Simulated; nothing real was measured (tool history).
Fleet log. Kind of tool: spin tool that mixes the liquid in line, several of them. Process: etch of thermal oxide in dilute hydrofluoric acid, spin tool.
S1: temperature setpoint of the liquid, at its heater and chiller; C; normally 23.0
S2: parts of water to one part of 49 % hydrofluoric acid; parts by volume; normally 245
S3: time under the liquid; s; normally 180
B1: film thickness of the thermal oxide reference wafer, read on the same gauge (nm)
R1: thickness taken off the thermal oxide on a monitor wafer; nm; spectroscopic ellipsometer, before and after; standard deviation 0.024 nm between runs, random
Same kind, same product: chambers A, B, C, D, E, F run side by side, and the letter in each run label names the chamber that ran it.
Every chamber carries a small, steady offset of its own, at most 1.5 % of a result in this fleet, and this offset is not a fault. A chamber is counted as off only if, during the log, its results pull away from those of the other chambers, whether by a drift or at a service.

| run | day | S1 | S2 | S3 | B1 | R1 |
|---|---|---|---|---|---|---|
| 1B | 0.396 | 23.0 | 245 | 180 | 60.018 | 2.8127 |
| 2A | 0.700 | 23.0 | 245 | 180 | 60.036 | 2.7280 |
| 3D | 1.029 | 23.0 | 245 | 180 | 60.043 | 2.7121 |
| 4F | 1.433 | 23.0 | 245 | 180 | 60.029 | 2.7930 |
| 5C | 1.754 | 23.0 | 245 | 180 | 60.031 | 2.7566 |
| 6E | 2.054 | 23.0 | 245 | 180 | 59.989 | 2.7699 |
| 7F | 2.271 | 23.0 | 245 | 180 | 59.999 | 2.7269 |
| 8A | 2.683 | 23.0 | 245 | 180 | 60.000 | 2.7749 |
| 9E | 2.983 | 23.0 | 245 | 180 | 60.063 | 2.7731 |
|  | 3.067 | chamber D: thermometer replaced |
|  | 3.233 | chamber F: thermometer replaced |
| 10C | 3.254 | 23.0 | 205 | 180 | 59.992 | 3.4379 |
| 11D | 3.471 | 23.0 | 205 | 180 | 59.998 | 3.3654 |
|  | 3.492 | chamber E: hydrofluoric acid flow meter replaced |
| 12B | 3.742 | 23.0 | 205 | 180 | 60.024 | 3.4177 |
| 13A | 4.100 | 23.0 | 205 | 180 | 60.002 | 3.4232 |
| 14B | 4.496 | 23.0 | 205 | 180 | 59.964 | 3.3719 |
| 15C | 4.896 | 23.0 | 205 | 180 | 59.990 | 3.4689 |
| 16D | 5.221 | 23.0 | 245 | 180 | 59.991 | 2.7180 |
| 17F | 5.446 | 23.0 | 245 | 110 | 60.013 | 1.6535 |
| 18E | 5.821 | 23.0 | 245 | 110 | 60.041 | 1.6852 |
| 19E | 6.150 | 23.0 | 245 | 110 | 59.993 | 1.7074 |
| 20B | 6.504 | 23.0 | 245 | 110 | 59.961 | 1.7033 |
| 21A | 6.783 | 23.0 | 245 | 110 | 59.986 | 1.6878 |
| 22F | 7.138 | 23.0 | 245 | 110 | 59.965 | 1.6387 |
| 23C | 7.483 | 24.5 | 210 | 180 | 60.015 | 3.5335 |
| 24D | 7.721 | 24.5 | 210 | 180 | 59.988 | 3.5222 |
| 25D | 7.996 | 24.5 | 210 | 180 | 60.019 | 3.5192 |
| 26F | 8.200 | 24.5 | 210 | 180 | 60.034 | 3.5120 |
| 27C | 8.438 | 24.5 | 210 | 180 | 60.020 | 3.5408 |
| 28E | 8.712 | 24.5 | 210 | 180 | 59.981 | 3.5351 |
| 29B | 9.058 | 23.0 | 245 | 180 | 59.974 | 2.7929 |
| 30A | 9.246 | 23.0 | 245 | 180 | 60.003 | 2.7495 |
| 31B | 9.633 | 23.0 | 245 | 180 | 60.047 | 2.7523 |
| 32F | 9.904 | 23.0 | 245 | 180 | 59.953 | 2.7335 |
| 33C | 10.133 | 23.0 | 245 | 180 | 59.988 | 2.7399 |
| 34D | 10.475 | 23.0 | 245 | 180 | 59.993 | 2.7716 |
|  | 10.671 | chamber A: thermometer replaced |
| 35E | 10.696 | 23.0 | 245 | 180 | 60.007 | 2.8407 |
| 36A | 10.900 | 23.0 | 245 | 180 | 59.998 | 2.7525 |
| 37C | 11.267 | 23.0 | 245 | 180 | 60.005 | 2.7360 |
| 38A | 11.583 | 23.0 | 245 | 180 | 59.995 | 2.7505 |
| 39D | 11.779 | 23.0 | 245 | 180 | 59.951 | 2.7568 |
| 40E | 12.050 | 23.0 | 245 | 180 | 59.986 | 2.7736 |
| 41B | 12.425 | 25.5 | 245 | 130 | 60.046 | 2.1701 |
| 42F | 12.788 | 25.5 | 245 | 130 | 59.977 | 2.1649 |
| 43B | 13.121 | 25.5 | 245 | 130 | 59.974 | 2.1911 |

Is one chamber off against the others, does the gauge drift, or is nothing wrong? If a chamber is off, say which, and what the likeliest cause is.

The fleet is healthy, with each chamber sitting at its usual small offset and no drift in the gauge.
